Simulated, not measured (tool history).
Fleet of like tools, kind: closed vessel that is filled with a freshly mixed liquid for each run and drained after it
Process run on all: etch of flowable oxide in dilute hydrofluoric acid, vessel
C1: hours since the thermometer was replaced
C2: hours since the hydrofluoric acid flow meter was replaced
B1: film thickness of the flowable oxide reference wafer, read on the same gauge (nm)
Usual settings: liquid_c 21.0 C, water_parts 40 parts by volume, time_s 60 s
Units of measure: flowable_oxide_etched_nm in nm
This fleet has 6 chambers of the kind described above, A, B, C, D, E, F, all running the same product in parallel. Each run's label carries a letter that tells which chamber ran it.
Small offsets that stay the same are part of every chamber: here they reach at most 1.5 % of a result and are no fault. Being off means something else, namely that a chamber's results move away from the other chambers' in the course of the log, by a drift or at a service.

Run 1F, day 0.379: usual settings; C1 1199.0; C2 1305.3; B1 49.979. Result: flowable_oxide_etched_nm 63.095 nm.
Run 2E, day 0.842: usual settings; C1 1749.2; C2 759.6; B1 50.031. Result: flowable_oxide_etched_nm 61.969 nm.
Run 3D, day 1.362: usual settings; C1 1058.2; C2 757.3; B1 49.994. Result: flowable_oxide_etched_nm 62.420 nm.
Run 4B, day 1.896: usual settings; C1 905.8; C2 610.6; B1 49.959. Result: flowable_oxide_etched_nm 62.061 nm.
Run 5C, day 2.412: usual settings; C1 336.0; C2 288.4; B1 50.003. Result: flowable_oxide_etched_nm 61.819 nm.
Run 6A, day 2.875: usual settings; C1 339.9; C2 911.5; B1 49.992. Result: flowable_oxide_etched_nm 62.521 nm.
Run 7F, day 3.479: usual settings but water_parts 25 parts by volume; C1 1273.4; C2 1379.7; B1 50.011. Result: flowable_oxide_etched_nm 102.730 nm.
Run 8E, day 4.033: usual settings but water_parts 25 parts by volume; C1 1825.8; C2 836.2; B1 50.010. Result: flowable_oxide_etched_nm 101.430 nm.
Run 9C, day 4.621: usual settings but water_parts 25 parts by volume; C1 389.0; C2 341.4; B1 50.033. Result: flowable_oxide_etched_nm 101.610 nm.
Run 10B, day 5.012: usual settings but water_parts 25 parts by volume; C1 980.6; C2 685.4; B1 49.992. Result: flowable_oxide_etched_nm 99.933 nm.
Run 11D, day 5.296: usual settings but water_parts 25 parts by volume; C1 1152.6; C2 851.7; B1 49.999. Result: flowable_oxide_etched_nm 102.220 nm.
Run 12A, day 5.792: usual settings but water_parts 25 parts by volume; C1 409.9; C2 981.5; B1 49.972. Result: flowable_oxide_etched_nm 104.810 nm.
Run 13F, day 6.267: usual settings but water_parts 55 parts by volume; C1 1340.3; C2 1446.6; B1 49.997. Result: flowable_oxide_etched_nm 44.770 nm.
At day 6.325: chamber F: hydrofluoric acid flow meter replaced.
At day 6.446: chamber D: hydrofluoric acid flow meter replaced.
Run 14E, day 6.746: usual settings but water_parts 55 parts by volume; C1 1890.9; C2 901.3; B1 49.996. Result: flowable_oxide_etched_nm 44.529 nm.
At day 6.833: chamber E: hydrofluoric acid flow meter replaced.
Run 15B, day 7.225: usual settings but water_parts 55 parts by volume; C1 1033.7; C2 738.5; B1 50.007. Result: flowable_oxide_etched_nm 42.946 nm.
Run 16C, day 7.608: usual settings but water_parts 55 parts by volume; C1 460.7; C2 413.1; B1 50.023. Result: flowable_oxide_etched_nm 44.582 nm.
Run 17A, day 8.158: usual settings but water_parts 55 parts by volume; C1 466.7; C2 1038.3; B1 49.992. Result: flowable_oxide_etched_nm 44.784 nm.
Run 18D, day 8.458: usual settings but water_parts 55 parts by volume; C1 1228.5; C2 48.4; B1 50.012. Result: flowable_oxide_etched_nm 44.635 nm.
Run 19D, day 8.779: usual settings; C1 1236.2; C2 56.1; B1 49.998. Result: flowable_oxide_etched_nm 62.788 nm.
Run 20B, day 9.396: usual settings; C1 1085.8; C2 790.6; B1 50.023. Result: flowable_oxide_etched_nm 59.949 nm.
Run 21A, day 9.975: usual settings but water_parts 55 parts by volume; C1 510.3; C2 1081.9; B1 50.013. Result: flowable_oxide_etched_nm 45.226 nm.
Run 22F, day 10.538: usual settings but water_parts 55 parts by volume; C1 1442.8; C2 101.1; B1 50.016. Result: flowable_oxide_etched_nm 44.909 nm.
Run 23C, day 10.896: usual settings but water_parts 55 parts by volume; C1 539.6; C2 492.0; B1 50.029. Result: flowable_oxide_etched_nm 44.771 nm.
Run 24E, day 11.346: usual settings but water_parts 55 parts by volume; C1 2001.3; C2 108.3; B1 50.002. Result: flowable_oxide_etched_nm 45.286 nm.
Run 25F, day 11.846: usual settings but water_parts 55 parts by volume; C1 1474.2; C2 132.5; B1 49.980. Result: flowable_oxide_etched_nm 44.553 nm.
Run 26B, day 12.454: usual settings but water_parts 55 parts by volume; C1 1159.2; C2 864.0; B1 50.030. Result: flowable_oxide_etched_nm 41.961 nm.
Run 27D, day 13.021: usual settings; C1 1338.0; C2 157.9; B1 50.048. Result: flowable_oxide_etched_nm 63.068 nm.
Run 28A, day 13.312: usual settings but liquid_c 23.5 C, time_s 85 s; C1 590.4; C2 1162.0; B1 49.989. Result: flowable_oxide_etched_nm 99.886 nm.
Run 29C, day 13.583: usual settings but liquid_c 23.5 C, time_s 85 s; C1 604.1; C2 556.5; B1 50.034. Result: flowable_oxide_etched_nm 98.666 nm.
Run 30E, day 13.892: usual settings but liquid_c 23.5 C, time_s 85 s; C1 2062.4; C2 169.4; B1 50.002. Result: flowable_oxide_etched_nm 98.727 nm.
Run 31E, day 14.383: usual settings but liquid_c 23.5 C, time_s 85 s; C1 2074.2; C2 181.2; B1 50.036. Result: flowable_oxide_etched_nm 99.046 nm.
Run 32D, day 14.729: usual settings but liquid_c 23.5 C, time_s 85 s; C1 1379.0; C2 198.9; B1 50.000. Result: flowable_oxide_etched_nm 97.365 nm.
Run 33C, day 15.129: usual settings but liquid_c 23.5 C, time_s 85 s; C1 641.2; C2 593.6; B1 49.985. Result: flowable_oxide_etched_nm 97.478 nm.
Run 34F, day 15.629: usual settings; C1 1565.0; C2 223.3; B1 50.053. Result: flowable_oxide_etched_nm 62.658 nm.
Run 35A, day 16.146: usual settings; C1 658.4; C2 1230.0; B1 49.959. Result: flowable_oxide_etched_nm 62.970 nm.
Run 36B, day 16.612: usual settings; C1 1259.0; C2 963.8; B1 50.010. Result: flowable_oxide_etched_nm 57.919 nm.
Run 37F, day 17.046: usual settings; C1 1599.0; C2 257.3; B1 49.965. Result: flowable_oxide_etched_nm 63.091 nm.
Run 38C, day 17.617: usual settings; C1 700.9; C2 653.3; B1 49.986. Result: flowable_oxide_etched_nm 62.416 nm.

Each of the 6 chambers runs these same settings next. Fill in every chamber's results:
Run 39A, day 18.062: usual settings but liquid_c 24.0 C. Result: flowable_oxide_etched_nm ?.
Run 39B, day 18.062: usual settings but liquid_c 24.0 C. Result: flowable_oxide_etched_nm ?.
Run 39C, day 18.062: usual settings but liquid_c 24.0 C. Result: flowable_oxide_etched_nm ?.
Run 39D, day 18.062: usual settings but liquid_c 24.0 C. Result: flowable_oxide_etched_nm ?.
Run 39E, day 18.062: usual settings but liquid_c 24.0 C. Result: flowable_oxide_etched_nm ?.
Run 39F, day 18.062: usual settings but liquid_c 24.0 C. Result: flowable_oxide_etched_nm ?.

run  flowable_oxide_etched_nm
39A                    71.296
39B                    64.970
39C                    70.405
39D                    71.198
39E                    71.299
39F                    71.334
